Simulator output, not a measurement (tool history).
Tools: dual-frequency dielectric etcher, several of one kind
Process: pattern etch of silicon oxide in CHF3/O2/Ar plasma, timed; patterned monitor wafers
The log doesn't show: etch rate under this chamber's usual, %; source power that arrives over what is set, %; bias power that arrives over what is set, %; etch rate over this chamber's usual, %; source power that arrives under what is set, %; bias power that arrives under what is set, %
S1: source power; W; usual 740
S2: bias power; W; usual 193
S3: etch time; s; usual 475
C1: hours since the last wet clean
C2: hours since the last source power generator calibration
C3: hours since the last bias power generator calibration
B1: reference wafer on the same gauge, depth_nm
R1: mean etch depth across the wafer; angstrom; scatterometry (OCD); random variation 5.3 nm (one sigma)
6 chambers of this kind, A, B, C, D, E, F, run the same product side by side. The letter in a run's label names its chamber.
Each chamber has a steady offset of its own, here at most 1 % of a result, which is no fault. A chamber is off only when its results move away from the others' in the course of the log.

run 1B hour=6.1 | S1=740 S2=193 S3=475 | C1=219.7 C2=1603.7 C3=320.3 | B1=1030.1 | R1=10470
run 2F hour=16.8 | S1=740 S2=193 S3=475 | C1=562.2 C2=253.1 C3=741.2 | B1=1029 | R1=10339
run 3A hour=25.4 | S1=740 S2=193 S3=475 | C1=252.3 C2=136.2 C3=2720.9 | B1=1029.8 | R1=10330
run 4D hour=30.8 | S1=740 S2=193 S3=475 | C1=41.4 C2=1153.8 C3=328.7 | B1=1031.1 | R1=10449
run 5C hour=37.6 | S1=740 S2=193 S3=475 | C1=353.4 C2=1479.5 C3=643.1 | B1=1029.5 | R1=10407
run 6E hour=45.3 | S1=740 S2=193 S3=475 | C1=493.6 C2=1574 C3=2753.5 | B1=1029.8 | R1=10341
run 7D hour=51.8 | S1=740 S2=193 S3=475 | C1=62.4 C2=1174.8 C3=349.7 | B1=1029.2 | R1=10489
run 8F hour=58.8 | S1=740 S2=193 S3=475 | C1=604.2 C2=295.1 C3=783.2 | B1=1029.2 | R1=10283
run 9C hour=66.4 | S1=740 S2=239 S3=475 | C1=382.2 C2=1508.3 C3=671.9 | B1=1030.1 | R1=11314
run 10E hour=76.8 | S1=740 S2=239 S3=475 | C1=525.1 C2=1605.5 C3=2785 | B1=1029.7 | R1=11185
run 11B hour=83.3 | S1=740 S2=239 S3=475 | C1=296.9 C2=1680.9 C3=397.5 | B1=1029.4 | R1=11166
run 12A hour=91.7 | S1=740 S2=239 S3=475 | C1=318.6 C2=202.5 C3=2787.2 | B1=1028.5 | R1=11186
-- hour=95 chamber E: wet clean of the chamber
run 13E hour=96.6 | S1=740 S2=239 S3=475 | C1=1.7 C2=1625.3 C3=2804.8 | B1=1029.9 | R1=11144
run 14A hour=105 | S1=740 S2=239 S3=475 | C1=331.9 C2=215.8 C3=2800.5 | B1=1030.6 | R1=11204
run 15B hour=113.2 | S1=740 S2=193 S3=475 | C1=326.8 C2=1710.8 C3=427.4 | B1=1031.7 | R1=10503
run 16F hour=120.5 | S1=740 S2=193 S3=475 | C1=665.9 C2=356.8 C3=844.9 | B1=1029.8 | R1=10328
run 17D hour=129.3 | S1=740 S2=193 S3=475 | C1=139.9 C2=1252.3 C3=427.2 | B1=1029.6 | R1=10411
run 18C hour=139.8 | S1=740 S2=193 S3=475 | C1=455.6 C2=1581.7 C3=745.3 | B1=1029.1 | R1=10390
-- hour=144.8 chamber F: wet clean of the chamber
-- hour=147.1 chamber B: wet clean of the chamber
run 19F hour=147.3 | S1=740 S2=193 S3=475 | C1=2.5 C2=383.6 C3=871.7 | B1=1030.9 | R1=10232
run 20E hour=155.4 | S1=740 S2=193 S3=475 | C1=60.5 C2=1684.1 C3=2863.6 | B1=1031.6 | R1=10430
run 21A hour=160.8 | S1=740 S2=193 S3=475 | C1=387.7 C2=271.6 C3=2856.3 | B1=1030.2 | R1=10313
run 22B hour=169.6 | S1=800 S2=193 S3=475 | C1=22.6 C2=1767.2 C3=483.8 | B1=1029.7 | R1=11222
run 23C hour=174.5 | S1=800 S2=193 S3=475 | C1=490.3 C2=1616.4 C3=780 | B1=1029.2 | R1=10709
run 24D hour=179.3 | S1=800 S2=193 S3=475 | C1=189.9 C2=1302.3 C3=477.2 | B1=1029 | R1=10775
-- hour=183.7 chamber E: bias power generator calibrated
run 25D hour=189.4 | S1=800 S2=193 S3=475 | C1=200 C2=1312.4 C3=487.3 | B1=1030.8 | R1=10732
run 26A hour=195.9 | S1=800 S2=193 S3=475 | C1=422.8 C2=306.7 C3=2891.4 | B1=1029.4 | R1=10611
run 27F hour=200.6 | S1=800 S2=193 S3=475 | C1=55.8 C2=436.9 C3=925 | B1=1030.3 | R1=10670
run 28C hour=209.1 | S1=740 S2=193 S3=475 | C1=524.9 C2=1651 C3=814.6 | B1=1030.8 | R1=10441
run 29B hour=219.3 | S1=740 S2=193 S3=579.5 | C1=72.3 C2=1816.9 C3=533.5 | B1=1030.9 | R1=13274
run 30E hour=226.4 | S1=740 S2=193 S3=579.5 | C1=131.5 C2=1755.1 C3=42.7 | B1=1029.5 | R1=12535
run 31B hour=233.9 | S1=740 S2=193 S3=579.5 | C1=86.9 C2=1831.5 C3=548.1 | B1=1030.7 | R1=13371
run 32D hour=243.7 | S1=740 S2=193 S3=579.5 | C1=254.3 C2=1366.7 C3=541.6 | B1=1030 | R1=12778
run 33F hour=253.9 | S1=740 S2=193 S3=579.5 | C1=109.1 C2=490.2 C3=978.3 | B1=1029.5 | R1=12628
run 34E hour=264.5 | S1=740 S2=193 S3=579.5 | C1=169.6 C2=1793.2 C3=80.8 | B1=1029.5 | R1=12623
run 35A hour=271.2 | S1=740 S2=193 S3=475 | C1=498.1 C2=382 C3=2966.7 | B1=1031.4 | R1=10345
run 36C hour=276.4 | S1=670 S2=174 S3=475 | C1=592.2 C2=1718.3 C3=881.9 | B1=1030 | R1=9675.4

All 6 chambers run these settings next. Forecast each chamber's results:
run 37A hour=284 | S1=740 S2=193 S3=475 | R1=?
run 37B hour=284 | S1=740 S2=193 S3=475 | R1=?
run 37C hour=284 | S1=740 S2=193 S3=475 | R1=?
run 37D hour=284 | S1=740 S2=193 S3=475 | R1=?
run 37E hour=284 | S1=740 S2=193 S3=475 | R1=?
run 37F hour=284 | S1=740 S2=193 S3=475 | R1=?

run=37A R1=10278
run=37B R1=10961
run=37C R1=10438
run=37D R1=10484
run=37E R1=10385
run=37F R1=10325

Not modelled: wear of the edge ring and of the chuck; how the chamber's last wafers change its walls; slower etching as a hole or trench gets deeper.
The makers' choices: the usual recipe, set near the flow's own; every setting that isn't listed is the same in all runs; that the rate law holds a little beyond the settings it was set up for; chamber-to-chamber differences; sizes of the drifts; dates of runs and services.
